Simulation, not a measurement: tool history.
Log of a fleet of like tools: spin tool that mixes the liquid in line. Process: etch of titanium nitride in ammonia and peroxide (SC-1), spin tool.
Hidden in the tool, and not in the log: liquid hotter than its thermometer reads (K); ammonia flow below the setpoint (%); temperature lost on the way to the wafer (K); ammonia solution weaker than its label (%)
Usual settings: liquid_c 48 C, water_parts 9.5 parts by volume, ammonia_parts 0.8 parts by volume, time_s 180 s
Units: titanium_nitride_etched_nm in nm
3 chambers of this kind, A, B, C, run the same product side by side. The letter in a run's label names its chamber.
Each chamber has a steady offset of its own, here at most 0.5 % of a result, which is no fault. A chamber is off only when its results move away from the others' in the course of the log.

| run | hour | liquid_c | water_parts | ammonia_parts | time_s | hours since the thermometer was replaced | hours since the ammonia flow meter was replaced | hours since the heated supply line was repaired | hours since the drum of ammonia solution was connected | read-back film thickness of the titanium nitride reference wafer, read on the same gauge (nm) | titanium_nitride_etched_nm |
|---|---|---|---|---|---|---|---|---|---|---|---|
| 1A | 6.3 | 48 | 9.5 | 0.8 | 180 | 1675.1 | 1109.3 | 2351.1 | 918.7 | 149.99 | 9.4969 |
| 2C | 12.8 | 48 | 9.5 | 0.8 | 180 | 446.3 | 688.9 | 202.4 | 482.7 | 149.94 | 9.6328 |
| 3B | 19.6 | 48 | 9.5 | 0.8 | 180 | 882.1 | 424.3 | 2815.8 | 573 | 150.03 | 9.6789 |
| 4A | 26.6 | 48 | 9.5 | 0.8 | 180 | 1695.4 | 1129.6 | 2371.4 | 939 | 149.98 | 9.6629 |
| 5C | 34.1 | 44 | 5 | 0.8 | 180 | 467.6 | 710.2 | 223.7 | 504 | 150.01 | 9.9501 |
|  | 41.3 | chamber A: new drum of ammonia solution connected |
| 6B | 41.8 | 44 | 5 | 0.8 | 180 | 904.3 | 446.5 | 2838 | 595.2 | 150 | 10.035 |
| 7B | 49 | 44 | 5 | 0.8 | 180 | 911.5 | 453.7 | 2845.2 | 602.4 | 150.01 | 9.8744 |
|  | 49.3 | chamber C: new drum of ammonia solution connected |
| 8C | 55.3 | 43 | 9.5 | 1.05 | 180 | 488.8 | 731.4 | 244.9 | 6.1 | 149.99 | 7.0558 |
| 9A | 62.1 | 43 | 9.5 | 1.05 | 180 | 1730.9 | 1165.1 | 2406.9 | 20.8 | 149.97 | 6.9166 |
| 10A | 70.2 | 43 | 9.5 | 1.05 | 180 | 1739 | 1173.2 | 2415 | 28.9 | 149.99 | 7.0249 |
| 11C | 74.7 | 48 | 9.5 | 0.8 | 180 | 508.2 | 750.8 | 264.3 | 25.5 | 150.01 | 9.6896 |
| 12B | 81.2 | 48 | 9.5 | 0.8 | 180 | 943.7 | 485.9 | 2877.4 | 634.6 | 150 | 9.5959 |
|  | 85 | chamber A: heated supply line repaired |
| 13B | 89.9 | 48 | 9.5 | 0.8 | 180 | 952.4 | 494.6 | 2886.1 | 643.3 | 150.04 | 9.7199 |
| 14C | 94.7 | 48 | 6 | 0.8 | 280 | 528.2 | 770.8 | 284.3 | 45.5 | 149.98 | 18.805 |
| 15A | 100.3 | 48 | 6 | 0.8 | 280 | 1769.1 | 1203.3 | 15.3 | 59 | 149.99 | 18.838 |
| 16B | 106 | 48 | 6 | 0.8 | 280 | 968.5 | 510.7 | 2902.2 | 659.4 | 149.98 | 18.791 |
| 17C | 112.1 | 48 | 9.5 | 0.8 | 180 | 545.6 | 788.2 | 301.7 | 62.9 | 150 | 9.4832 |
| 18A | 119.5 | 48 | 9.5 | 0.8 | 180 | 1788.3 | 1222.5 | 34.5 | 78.2 | 149.99 | 9.7744 |
| 19B | 124.7 | 48 | 9.5 | 0.8 | 180 | 987.2 | 529.4 | 2920.9 | 678.1 | 150.01 | 9.7135 |
| 20A | 131.4 | 48 | 9.5 | 0.8 | 180 | 1800.2 | 1234.4 | 46.4 | 90.1 | 150.03 | 9.735 |
| 21C | 135.6 | 48 | 9.5 | 0.8 | 180 | 569.1 | 811.7 | 325.2 | 86.4 | 150.02 | 9.7143 |
| 22B | 142.4 | 48 | 9.5 | 0.8 | 180 | 1004.9 | 547.1 | 2938.6 | 695.8 | 149.99 | 9.502 |
| 23A | 151.3 | 48 | 9.5 | 0.8 | 180 | 1820.1 | 1254.3 | 66.3 | 110 | 149.97 | 9.5407 |
| 24C | 159.9 | 48 | 9.5 | 0.8 | 180 | 593.4 | 836 | 349.5 | 110.7 | 150.01 | 9.8318 |
| 25C | 167.3 | 52 | 9.5 | 0.8 | 180 | 600.8 | 843.4 | 356.9 | 118.1 | 150.02 | 12.799 |
| 26B | 172.5 | 52 | 9.5 | 0.8 | 180 | 1035 | 577.2 | 2968.7 | 725.9 | 150.03 | 12.736 |
| 27A | 179.3 | 52 | 9.5 | 0.8 | 180 | 1848.1 | 1282.3 | 94.3 | 138 | 149.99 | 12.949 |
| 28B | 186.8 | 48 | 9.5 | 0.4 | 180 | 1049.3 | 591.5 | 2983 | 740.2 | 150 | 8.6495 |
| 29C | 194.4 | 48 | 9.5 | 0.4 | 180 | 627.9 | 870.5 | 384 | 145.2 | 149.99 | 9.0522 |
| 30A | 200.6 | 48 | 9.5 | 0.4 | 180 | 1869.4 | 1303.6 | 115.6 | 159.3 | 150 | 8.3563 |
| 31B | 208.7 | 48 | 9.5 | 0.8 | 180 | 1071.2 | 613.4 | 3004.9 | 762.1 | 149.98 | 9.5226 |
| 32C | 213.8 | 48 | 9.5 | 0.8 | 180 | 647.3 | 889.9 | 403.4 | 164.6 | 150 | 10.151 |
| 33A | 220.3 | 48 | 5 | 0.9 | 180 | 1889.1 | 1323.3 | 135.3 | 179 | 150 | 13.261 |
| 34B | 224.4 | 48 | 5 | 0.9 | 180 | 1086.9 | 629.1 | 3020.6 | 777.8 | 150.01 | 13.279 |
| 35C | 231 | 48 | 5 | 0.9 | 180 | 664.5 | 907.1 | 420.6 | 181.8 | 150 | 13.981 |
| 36A | 235.1 | 48 | 9.5 | 0.8 | 180 | 1903.9 | 1338.1 | 150.1 | 193.8 | 149.97 | 9.624 |
| 37C | 243.7 | 48 | 9.5 | 0.8 | 180 | 677.2 | 919.8 | 433.3 | 194.5 | 150.03 | 10.156 |

What goes on in this fleet: one chamber off, a drifting gauge, or nothing beyond the chambers' own small offsets? Name the chamber and the cause, if any.

Chamber C drifts away from the others.
Cause: liquid hotter than its thermometer reads (K) = 0.922.

Here are 4 candidates for chamber C's next run, each the usual settings with a change, their results left as question marks. Which one brings its results back in line with what the others give on the usual settings?
In line means no further than this from the other chambers' mean on the usual settings: titanium_nitride_etched_nm 0.32 nm
| 38C-1 | 250.3 | 48 | 9.5 | 0.8 | 190 |  |  |  |  |  | ? |
| 38C-2 | 250.3 | 48 | 9.5 | 0.8 | 160 |  |  |  |  |  | ? |
| 38C-3 | 250.3 | 48 | 9.5 | 0.8 | 170 |  |  |  |  |  | ? |
| 38C-4 | 250.3 | 49 | 9.5 | 0.8 | 190 |  |  |  |  |  | ? |

The other chambers' mean on the usual settings: titanium_nitride_etched_nm 9.6348 nm
| run | titanium_nitride_etched_nm |
|---|---|
| 38C-1 | 10.81 |
| 38C-2 | 9.1034 |
| 38C-3 | 9.6724 |
| 38C-4 | 11.585 |
38C-3 brings the chamber back in line.
